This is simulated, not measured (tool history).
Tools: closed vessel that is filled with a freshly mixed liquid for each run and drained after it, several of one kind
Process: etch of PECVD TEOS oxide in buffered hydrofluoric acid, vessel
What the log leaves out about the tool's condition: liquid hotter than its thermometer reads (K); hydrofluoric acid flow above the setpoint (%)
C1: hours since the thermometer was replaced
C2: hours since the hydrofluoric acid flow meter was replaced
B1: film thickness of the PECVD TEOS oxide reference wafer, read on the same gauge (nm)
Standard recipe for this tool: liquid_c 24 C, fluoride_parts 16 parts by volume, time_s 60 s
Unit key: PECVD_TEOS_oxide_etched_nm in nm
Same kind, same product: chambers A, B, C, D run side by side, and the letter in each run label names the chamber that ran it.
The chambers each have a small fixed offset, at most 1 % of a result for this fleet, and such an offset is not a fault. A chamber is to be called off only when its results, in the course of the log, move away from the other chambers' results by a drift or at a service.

Run 1B, day 0.25: usual settings; C1 1137.6; C2 577.2; B1 100. Result: PECVD_TEOS_oxide_etched_nm 52.54 nm.
Run 2D, day 0.412: usual settings; C1 318.5; C2 2481.7; B1 100.02. Result: PECVD_TEOS_oxide_etched_nm 51.865 nm.
Run 3C, day 0.554: usual settings; C1 1192.6; C2 424.1; B1 100. Result: PECVD_TEOS_oxide_etched_nm 52.66 nm.
Run 4A, day 0.804: usual settings; C1 1413.9; C2 139.8; B1 99.989. Result: PECVD_TEOS_oxide_etched_nm 52.207 nm.
Run 5B, day 1.012: usual settings; C1 1155.9; C2 595.5; B1 99.983. Result: PECVD_TEOS_oxide_etched_nm 53.205 nm.
Run 6D, day 1.175: usual settings; C1 336.8; C2 2500; B1 99.992. Result: PECVD_TEOS_oxide_etched_nm 51.944 nm.
Run 7C, day 1.338: usual settings; C1 1211.4; C2 442.9; B1 100.01. Result: PECVD_TEOS_oxide_etched_nm 52.256 nm.
Run 8A, day 1.533: usual settings; C1 1431.4; C2 157.3; B1 99.982. Result: PECVD_TEOS_oxide_etched_nm 52.895 nm.
Run 9B, day 1.738: usual settings; C1 1173.3; C2 612.9; B1 99.996. Result: PECVD_TEOS_oxide_etched_nm 52.941 nm.
Run 10A, day 1.992: usual settings; C1 1442.4; C2 168.3; B1 100.01. Result: PECVD_TEOS_oxide_etched_nm 52.214 nm.
Run 11C, day 2.179: usual settings; C1 1231.6; C2 463.1; B1 100. Result: PECVD_TEOS_oxide_etched_nm 51.643 nm.
Run 12D, day 2.396: usual settings; C1 366.1; C2 2529.3; B1 100.01. Result: PECVD_TEOS_oxide_etched_nm 51.783 nm.
Run 13B, day 2.65: usual settings; C1 1195.2; C2 634.8; B1 100. Result: PECVD_TEOS_oxide_etched_nm 54.261 nm.
Run 14D, day 2.875: usual settings; C1 377.6; C2 2540.8; B1 100.05. Result: PECVD_TEOS_oxide_etched_nm 52.259 nm.
Run 15A, day 3.067: usual settings but fluoride_parts 13 parts by volume; C1 1468.2; C2 194.1; B1 99.985. Result: PECVD_TEOS_oxide_etched_nm 63.573 nm.
Run 16C, day 3.208: usual settings but fluoride_parts 13 parts by volume; C1 1256.3; C2 487.8; B1 99.99. Result: PECVD_TEOS_oxide_etched_nm 63.444 nm.
Run 17A, day 3.338: usual settings but fluoride_parts 13 parts by volume; C1 1474.7; C2 200.6; B1 100.01. Result: PECVD_TEOS_oxide_etched_nm 64.209 nm.
Run 18C, day 3.517: usual settings but fluoride_parts 13 parts by volume; C1 1263.7; C2 495.2; B1 99.995. Result: PECVD_TEOS_oxide_etched_nm 63.942 nm.
Run 19B, day 3.671: usual settings; C1 1219.7; C2 659.3; B1 100. Result: PECVD_TEOS_oxide_etched_nm 54.041 nm.
Run 20D, day 3.804: usual settings but fluoride_parts 11.5 parts by volume; C1 399.9; C2 2563.1; B1 100.01. Result: PECVD_TEOS_oxide_etched_nm 69.803 nm.
Run 21B, day 3.929: usual settings but fluoride_parts 11.5 parts by volume; C1 1225.9; C2 665.5; B1 99.961. Result: PECVD_TEOS_oxide_etched_nm 75.104 nm.
Run 22C, day 4.129: usual settings but fluoride_parts 11.5 parts by volume; C1 1278.4; C2 509.9; B1 100.02. Result: PECVD_TEOS_oxide_etched_nm 72.563 nm.
Run 23D, day 4.388: usual settings but fluoride_parts 11.5 parts by volume; C1 413.9; C2 2577.1; B1 99.976. Result: PECVD_TEOS_oxide_etched_nm 71.253 nm.
Run 24A, day 4.525: usual settings; C1 1503.2; C2 229.1; B1 99.985. Result: PECVD_TEOS_oxide_etched_nm 51.704 nm.
Run 25C, day 4.646: usual settings; C1 1290.8; C2 522.3; B1 99.992. Result: PECVD_TEOS_oxide_etched_nm 52.687 nm.
Run 26A, day 4.871: usual settings but time_s 80 s; C1 1511.5; C2 237.4; B1 100. Result: PECVD_TEOS_oxide_etched_nm 68.933 nm.
Run 27B, day 4.988: usual settings but time_s 80 s; C1 1251.3; C2 690.9; B1 100.01. Result: PECVD_TEOS_oxide_etched_nm 73.441 nm.
Run 28D, day 5.171: usual settings but time_s 80 s; C1 432.7; C2 2595.9; B1 100.01. Result: PECVD_TEOS_oxide_etched_nm 68.067 nm.
Run 29D, day 5.312: usual settings but time_s 80 s; C1 436.1; C2 2599.3; B1 99.995. Result: PECVD_TEOS_oxide_etched_nm 68.95 nm.
Run 30B, day 5.429: usual settings but liquid_c 19.5 C; C1 1261.9; C2 701.5; B1 100.02. Result: PECVD_TEOS_oxide_etched_nm 43.616 nm.
Run 31A, day 5.683: usual settings but liquid_c 19.5 C; C1 1531; C2 256.9; B1 100.01. Result: PECVD_TEOS_oxide_etched_nm 40.79 nm.
Run 32C, day 5.817: usual settings but liquid_c 19.5 C; C1 1318.9; C2 550.4; B1 99.992. Result: PECVD_TEOS_oxide_etched_nm 40.692 nm.

For the next run the whole fleet of 4 chambers uses the same settings. Give each chamber's results:
Run 33A, day 6.004: usual settings. Result: PECVD_TEOS_oxide_etched_nm ?.
Run 33B, day 6.004: usual settings. Result: PECVD_TEOS_oxide_etched_nm ?.
Run 33C, day 6.004: usual settings. Result: PECVD_TEOS_oxide_etched_nm ?.
Run 33D, day 6.004: usual settings. Result: PECVD_TEOS_oxide_etched_nm ?.

run  PECVD_TEOS_oxide_etched_nm
33A                      52.263
33B                      56.626
33C                      53.035
33D                      51.557
